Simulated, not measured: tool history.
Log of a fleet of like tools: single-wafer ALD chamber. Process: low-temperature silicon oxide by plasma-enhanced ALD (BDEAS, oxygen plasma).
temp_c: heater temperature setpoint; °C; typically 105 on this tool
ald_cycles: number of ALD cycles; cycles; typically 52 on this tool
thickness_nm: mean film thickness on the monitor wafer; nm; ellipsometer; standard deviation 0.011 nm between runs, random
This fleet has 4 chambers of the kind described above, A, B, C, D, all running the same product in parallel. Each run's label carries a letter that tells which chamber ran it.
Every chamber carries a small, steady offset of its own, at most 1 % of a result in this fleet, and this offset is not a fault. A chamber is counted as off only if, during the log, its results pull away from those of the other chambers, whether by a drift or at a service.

run,hour,temp_c,ald_cycles,"read-back reference wafer on the same gauge, thickness_nm",thickness_nm
1B,4.7,105,52,7.3626,7.3256
2D,13.0,105,52,7.3631,7.4093
3C,20.1,105,52,7.3664,7.4327
4A,25.7,105,52,7.3666,7.3639
5C,33.0,105,52,7.3671,7.4310
6D,41.3,105,52,7.3702,7.3948
7B,46.8,105,52,7.3682,7.3166
8A,55.0,114,47,7.3716,6.5450
9A,62.6,114,47,7.3764,6.5356
10D,69.9,114,47,7.3774,6.5880
11B,78.1,114,47,7.3767,6.5210
12C,82.4,105,52,7.3781,7.4490
13C,88.5,105,52,7.3759,7.4314
14D,95.0,105,52,7.3813,7.4153
15B,103.3,105,52,7.3840,7.3201
16A,109.0,118,52,7.3839,7.1860
17D,116.7,118,52,7.3853,7.2393
18B,123.1,118,52,7.3884,7.1712
19C,128.7,118,52,7.3881,7.2718
20A,134.2,105,52,7.3927,7.3708
21A,141.0,105,52,7.3918,7.3944
22C,146.4,105,52,7.3923,7.4494
23B,150.5,105,52,7.3926,7.3483
24D,156.4,105,52,7.3960,7.4202
25D,162.0,105,52,7.3970,7.4311
26B,166.4,105,52,7.3958,7.3609
27C,174.8,105,52,7.4028,7.4537
28A,180.2,105,52,7.3992,7.3890
29D,186.4,105,52,7.4030,7.4327
30C,191.6,117,52,7.4035,7.3176

One chamber off, gauge drift, or nothing amiss beyond the chambers' own small offsets? If it is a chamber, which one, and what is the likeliest cause?

The shared gauge is drifting. All chambers look as if they move in step, but none is off.
Most likely cause: gauge reads high (%) = 0.595.
